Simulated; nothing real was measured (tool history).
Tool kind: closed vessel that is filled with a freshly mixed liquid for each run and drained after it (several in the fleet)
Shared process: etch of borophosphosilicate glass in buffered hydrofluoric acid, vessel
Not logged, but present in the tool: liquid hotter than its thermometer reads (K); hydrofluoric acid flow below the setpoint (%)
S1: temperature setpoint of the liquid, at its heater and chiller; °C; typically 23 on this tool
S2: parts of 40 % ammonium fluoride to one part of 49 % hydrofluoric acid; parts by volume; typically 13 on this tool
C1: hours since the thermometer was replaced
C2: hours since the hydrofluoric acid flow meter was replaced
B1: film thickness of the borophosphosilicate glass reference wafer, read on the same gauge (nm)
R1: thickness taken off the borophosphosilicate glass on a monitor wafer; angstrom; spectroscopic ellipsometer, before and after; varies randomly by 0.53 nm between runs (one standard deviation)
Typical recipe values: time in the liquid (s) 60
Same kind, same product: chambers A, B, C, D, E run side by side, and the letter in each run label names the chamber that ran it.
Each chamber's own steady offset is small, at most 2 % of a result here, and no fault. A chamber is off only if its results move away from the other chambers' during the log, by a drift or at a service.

{"run": "1D", "day": 0.217, "S1": 23, "S2": 13, "time in the liquid (s)": 60, "C1": 935.3, "C2": 1410.3, "B1": 40.028, "R1": 560.94}
{"run": "2A", "day": 0.367, "S1": 23, "S2": 13, "time in the liquid (s)": 60, "C1": 2281.7, "C2": 1153.2, "B1": 40.013, "R1": 555.47}
{"run": "3E", "day": 0.633, "S1": 23, "S2": 13, "time in the liquid (s)": 60, "C1": 1301.8, "C2": 722.9, "B1": 39.977, "R1": 545.36}
{"run": "4B", "day": 0.846, "S1": 23, "S2": 13, "time in the liquid (s)": 60, "C1": 638.9, "C2": 448.8, "B1": 40.026, "R1": 558.76}
{"run": "5C", "day": 1.142, "S1": 23, "S2": 13, "time in the liquid (s)": 60, "C1": 533.8, "C2": 857.9, "B1": 39.991, "R1": 552.56}
{"run": "6B", "day": 1.438, "S1": 23, "S2": 15.5, "time in the liquid (s)": 60, "C1": 653.1, "C2": 463, "B1": 39.977, "R1": 468.11}
{"run": "7A", "day": 1.683, "S1": 23, "S2": 15.5, "time in the liquid (s)": 60, "C1": 2313.3, "C2": 1184.8, "B1": 40.001, "R1": 467.84}
{"run": "8C", "day": 1.846, "S1": 23, "S2": 15.5, "time in the liquid (s)": 60, "C1": 550.7, "C2": 874.8, "B1": 40.021, "R1": 459.77}
{"run": "9D", "day": 2.092, "S1": 23, "S2": 15.5, "time in the liquid (s)": 60, "C1": 980.3, "C2": 1455.3, "B1": 39.949, "R1": 468.09}
{"run": "10E", "day": 2.383, "S1": 23, "S2": 15.5, "time in the liquid (s)": 60, "C1": 1343.8, "C2": 764.9, "B1": 39.998, "R1": 457.91}
{"run": "11E", "day": 2.55, "S1": 23, "S2": 13, "time in the liquid (s)": 60, "C1": 1347.8, "C2": 768.9, "B1": 39.986, "R1": 549.3}
{"run": "12A", "day": 2.754, "S1": 23, "S2": 13, "time in the liquid (s)": 60, "C1": 2339, "C2": 1210.5, "B1": 39.992, "R1": 559.02}
{"run": "13C", "day": 2.908, "S1": 23, "S2": 13, "time in the liquid (s)": 60, "C1": 576.2, "C2": 900.3, "B1": 40.022, "R1": 549.44}
{"run": "14D", "day": 3.133, "S1": 23, "S2": 13, "time in the liquid (s)": 60, "C1": 1005.3, "C2": 1480.3, "B1": 39.993, "R1": 561.61}
{"run": "15B", "day": 3.425, "S1": 25.5, "S2": 13, "time in the liquid (s)": 50, "C1": 700.8, "C2": 510.7, "B1": 39.979, "R1": 526.68}
{"run": "16D", "day": 3.608, "S1": 25.5, "S2": 13, "time in the liquid (s)": 50, "C1": 1016.7, "C2": 1491.7, "B1": 40.015, "R1": 530.41}
{"run": "17C", "day": 3.842, "S1": 25.5, "S2": 13, "time in the liquid (s)": 50, "C1": 598.6, "C2": 922.7, "B1": 40.021, "R1": 519.63}
{"run": "18A", "day": 4.125, "S1": 25.5, "S2": 13, "time in the liquid (s)": 50, "C1": 2371.9, "C2": 1243.4, "B1": 39.996, "R1": 539.07}
{"run": "19E", "day": 4.258, "S1": 25.5, "S2": 13, "time in the liquid (s)": 50, "C1": 1388.8, "C2": 809.9, "B1": 40.027, "R1": 527.32}
{"run": "20B", "day": 4.438, "S1": 23, "S2": 13, "time in the liquid (s)": 60, "C1": 725.1, "C2": 535, "B1": 40.005, "R1": 564.21}
{"run": "21A", "day": 4.575, "S1": 23, "S2": 13, "time in the liquid (s)": 60, "C1": 2382.7, "C2": 1254.2, "B1": 40.009, "R1": 564.64}
{"run": "22E", "day": 4.875, "S1": 23, "S2": 13, "time in the liquid (s)": 60, "C1": 1403.6, "C2": 824.7, "B1": 40.035, "R1": 555.09}
{"run": "23C", "day": 5.167, "S1": 23, "S2": 13, "time in the liquid (s)": 60, "C1": 630.4, "C2": 954.5, "B1": 39.986, "R1": 535.92}
{"run": "24B", "day": 5.3, "S1": 23, "S2": 13, "time in the liquid (s)": 60, "C1": 745.8, "C2": 555.7, "B1": 40.001, "R1": 569.93}
{"run": "25D", "day": 5.6, "S1": 23, "S2": 13, "time in the liquid (s)": 60, "C1": 1064.5, "C2": 1539.5, "B1": 39.988, "R1": 567.04}
{"run": "26B", "day": 5.867, "S1": 23, "S2": 13, "time in the liquid (s)": 60, "C1": 759.4, "C2": 569.3, "B1": 39.966, "R1": 563.68}
{"run": "27C", "day": 6.083, "S1": 23, "S2": 13, "time in the liquid (s)": 60, "C1": 652.4, "C2": 976.5, "B1": 39.991, "R1": 535.68}
{"run": "28E", "day": 6.279, "S1": 23, "S2": 13, "time in the liquid (s)": 60, "C1": 1437.3, "C2": 858.4, "B1": 39.994, "R1": 547.26}
{"run": "29A", "day": 6.467, "S1": 23, "S2": 13, "time in the liquid (s)": 85, "C1": 2428.1, "C2": 1299.6, "B1": 39.955, "R1": 816.8}
{"run": "30D", "day": 6.633, "S1": 23, "S2": 13, "time in the liquid (s)": 85, "C1": 1089.3, "C2": 1564.3, "B1": 40.02, "R1": 795.73}
{"run": "31D", "day": 6.821, "S1": 23, "S2": 13, "time in the liquid (s)": 85, "C1": 1093.8, "C2": 1568.8, "B1": 39.996, "R1": 799.32}
{"run": "32C", "day": 7.046, "S1": 23, "S2": 13, "time in the liquid (s)": 85, "C1": 675.5, "C2": 999.6, "B1": 40.021, "R1": 731.65}
{"run": "33B", "day": 7.192, "S1": 23, "S2": 13, "time in the liquid (s)": 85, "C1": 791.2, "C2": 601.1, "B1": 40.01, "R1": 793.14}
{"run": "34A", "day": 7.492, "S1": 23, "S2": 13, "time in the liquid (s)": 60, "C1": 2452.7, "C2": 1324.2, "B1": 39.996, "R1": 573.31}
{"run": "35E", "day": 7.729, "S1": 23, "S2": 13, "time in the liquid (s)": 60, "C1": 1472.1, "C2": 893.2, "B1": 40.046, "R1": 550.72}
{"run": "36B", "day": 7.892, "S1": 23, "S2": 13, "time in the liquid (s)": 60, "C1": 808, "C2": 617.9, "B1": 40.021, "R1": 554.3}
{"run": "37C", "day": 8.108, "S1": 23, "S2": 13, "time in the liquid (s)": 60, "C1": 701, "C2": 1025.1, "B1": 40.001, "R1": 503.17}
{"run": "38A", "day": 8.392, "S1": 23, "S2": 13, "time in the liquid (s)": 60, "C1": 2474.3, "C2": 1345.8, "B1": 40.049, "R1": 571.06}
{"run": "39E", "day": 8.646, "S1": 23, "S2": 13, "time in the liquid (s)": 60, "C1": 1494.1, "C2": 915.2, "B1": 40.04, "R1": 550.95}
{"run": "40D", "day": 8.921, "S1": 23, "S2": 13, "time in the liquid (s)": 60, "C1": 1144.2, "C2": 1619.2, "B1": 40.007, "R1": 565.46}
{"run": "41B", "day": 9.088, "S1": 23, "S2": 13, "time in the liquid (s)": 60, "C1": 836.7, "C2": 646.6, "B1": 40.008, "R1": 559.12}
{"run": "42C", "day": 9.321, "S1": 23, "S2": 13, "time in the liquid (s)": 60, "C1": 730.1, "C2": 1054.2, "B1": 39.997, "R1": 504.65}
{"run": "43A", "day": 9.475, "S1": 23, "S2": 13, "time in the liquid (s)": 60, "C1": 2500.3, "C2": 1371.8, "B1": 39.983, "R1": 563.25}
{"run": "44E", "day": 9.725, "S1": 23, "S2": 13, "time in the liquid (s)": 60, "C1": 1520, "C2": 941.1, "B1": 39.978, "R1": 549.97}

All chambers now run identical settings, listed one chamber a line with results as question marks. What results will each chamber show?
{"run": "45A", "day": 9.942, "S1": 23, "S2": 13, "time in the liquid (s)": 60, "R1": "?"}
{"run": "45B", "day": 9.942, "S1": 23, "S2": 13, "time in the liquid (s)": 60, "R1": "?"}
{"run": "45C", "day": 9.942, "S1": 23, "S2": 13, "time in the liquid (s)": 60, "R1": "?"}
{"run": "45D", "day": 9.942, "S1": 23, "S2": 13, "time in the liquid (s)": 60, "R1": "?"}
{"run": "45E", "day": 9.942, "S1": 23, "S2": 13, "time in the liquid (s)": 60, "R1": "?"}

run=45A R1=576.06
run=45B R1=567.43
run=45C R1=487.92
run=45D R1=549.64
run=45E R1=551.06
